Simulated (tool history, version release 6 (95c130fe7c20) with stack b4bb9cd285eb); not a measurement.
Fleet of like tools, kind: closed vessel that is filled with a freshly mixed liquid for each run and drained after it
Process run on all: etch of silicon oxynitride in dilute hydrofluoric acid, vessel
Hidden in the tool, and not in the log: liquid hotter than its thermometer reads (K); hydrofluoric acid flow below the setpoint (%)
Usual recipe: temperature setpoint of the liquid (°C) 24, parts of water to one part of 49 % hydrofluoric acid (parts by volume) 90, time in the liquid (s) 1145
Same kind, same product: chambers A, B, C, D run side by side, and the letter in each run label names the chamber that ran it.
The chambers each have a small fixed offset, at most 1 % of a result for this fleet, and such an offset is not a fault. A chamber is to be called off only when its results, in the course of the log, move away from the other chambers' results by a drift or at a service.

run   hour  temperature setpoint of the liquid (°C)  parts of water to one part of 49 % hydrofluoric acid (parts by volume)  time in the liquid (s)  hours since the thermometer was replaced  hours since the hydrofluoric acid flow meter was replaced  read-back film thickness of the silicon oxynitride reference wafer, read on the same gauge (nm)  thickness taken off the silicon oxynitride on a monitor wafer (Å)
 1C    3.7                                       24                                                                      90                    1145                                    1065.9                                                     1266.1                                                                                           110.01                                                             469.09
 2B    8.9                                       24                                                                      90                    1145                                    1731.4                                                     2185.1                                                                                           109.97                                                              470.2
 3A   13.6                                       24                                                                      90                    1145                                    1912.8                                                      838.5                                                                                              110                                                             476.18
 4D   16.3                                       24                                                                      90                    1145                                     117.4                                                     1092.6                                                                                           109.98                                                             474.85
 5D   19.9                                       24                                                                      90                    1145                                       121                                                     1096.2                                                                                           110.01                                                             476.98
 6C   24.9                                       24                                                                      90                    1145                                    1087.1                                                     1287.3                                                                                           109.99                                                             468.47
 7B   28.6                                       24                                                                      90                    1145                                    1751.1                                                     2204.8                                                                                              110                                                             469.04
 8A   31.7                                       24                                                                      90                    1145                                    1930.9                                                      856.6                                                                                           109.97                                                             478.76
 9A   36.2                                       24                                                                      90                    1145                                    1935.4                                                      861.1                                                                                           110.02                                                             477.91
10C   39.1                                       24                                                                      90                    1145                                    1101.3                                                     1301.5                                                                                           109.99                                                             472.04
11D     43                                       24                                                                      90                    1145                                     144.1                                                     1119.3                                                                                           109.97                                                             465.02
12B   45.9                                       24                                                                      90                    1145                                    1768.4                                                     2222.1                                                                                           109.98                                                             477.62
13B   49.8                                       26                                                                      90                    1145                                    1772.3                                                       2226                                                                                           109.99                                                             513.82
14A   54.1                                       26                                                                      90                    1145                                    1953.3                                                        879                                                                                           110.01                                                             517.82
15C   57.2                                       26                                                                      90                    1145                                    1119.4                                                     1319.6                                                                                           110.05                                                             511.02
16D   60.2                                       26                                                                      90                    1145                                     161.3                                                     1136.5                                                                                           109.99                                                             525.21
17B   65.2                                       24                                                                      90                    1145                                    1787.7                                                     2241.4                                                                                           109.99                                                             474.26
18D   69.8                                       24                                                                      90                    1145                                     170.9                                                     1146.1                                                                                           110.02                                                             465.78
19C   74.6                                       24                                                                      90                    1145                                    1136.8                                                       1337                                                                                           109.98                                                                469
20A   78.8                                       24                                                                      90                    1145                                      1978                                                      903.7                                                                                              110                                                             464.21
21D   81.8                                     22.5                                                                      90                    1145                                     182.9                                                     1158.1                                                                                           109.99                                                             441.62
      83.2  -- chamber B: thermometer replaced
22B   85.2                                     22.5                                                                      90                    1145                                       2.1                                                     2261.4                                                                                           110.01                                                             432.83
23A   87.5                                     22.5                                                                      90                    1145                                    1986.7                                                      912.4                                                                                           110.03                                                             425.31
24C     91                                     22.5                                                                      90                    1145                                    1153.2                                                     1353.4                                                                                           109.98                                                             437.34
25C   96.2                                       24                                                                      90                    1145                                    1158.4                                                     1358.6                                                                                           110.02                                                             479.09
26A  100.1                                       24                                                                      90                    1145                                    1999.3                                                        925                                                                                              110                                                             455.27
27D  104.4                                       24                                                                      90                    1145                                     205.5                                                     1180.7                                                                                           110.05                                                             471.24
28B  107.4                                     28.5                                                                      90                    1145                                      24.3                                                     2283.6                                                                                           110.05                                                             591.26
29B  112.2                                     28.5                                                                      90                    1145                                      29.1                                                     2288.4                                                                                           110.02                                                             589.98
30C  114.9                                     28.5                                                                      90                    1145                                    1177.1                                                     1377.3                                                                                              110                                                             583.81
31D  119.6                                     28.5                                                                      90                    1145                                     220.7                                                     1195.9                                                                                           110.01                                                             578.65
32A  123.6                                       24                                                                      90                    1145                                    2022.8                                                      948.5                                                                                           110.01                                                              437.4
33A  126.7                                       24                                                                      90                    1145                                    2025.9                                                      951.6                                                                                           109.98                                                             441.19
34B  131.9                                       24                                                                      90                    1145                                      48.8                                                     2308.1                                                                                           110.03                                                             468.68
35D  135.1                                       24                                                                     115                     690                                     236.2                                                     1211.4                                                                                           109.98                                                             216.42
36C  139.9                                       24                                                                     115                     690                                    1202.1                                                     1402.3                                                                                           110.01                                                             220.41
37D  143.4                                       24                                                                     115                     690                                     244.5                                                     1219.7                                                                                           110.02                                                             216.95
38B  146.1                                       24                                                                     115                     690                                        63                                                     2322.3                                                                                           110.03                                                             218.59
39A  150.3                                       24                                                                      90                    1145                                    2049.5                                                      975.2                                                                                              110                                                             428.14

The same settings go to every chamber for the next run, one line per chamber below. Forecast the results for each:
40A  154.1                                       24                                                                      75                    1145                                                                                                                                                                                                                                                                        ?
40B  154.1                                       24                                                                      75                    1145                                                                                                                                                                                                                                                                        ?
40C  154.1                                       24                                                                      75                    1145                                                                                                                                                                                                                                                                        ?
40D  154.1                                       24                                                                      75                    1145                                                                                                                                                                                                                                                                        ?

run  thickness taken off the silicon oxynitride on a monitor wafer (Å)
40A                                                             513.21
40B                                                             568.96
40C                                                             583.42
40D                                                             563.56

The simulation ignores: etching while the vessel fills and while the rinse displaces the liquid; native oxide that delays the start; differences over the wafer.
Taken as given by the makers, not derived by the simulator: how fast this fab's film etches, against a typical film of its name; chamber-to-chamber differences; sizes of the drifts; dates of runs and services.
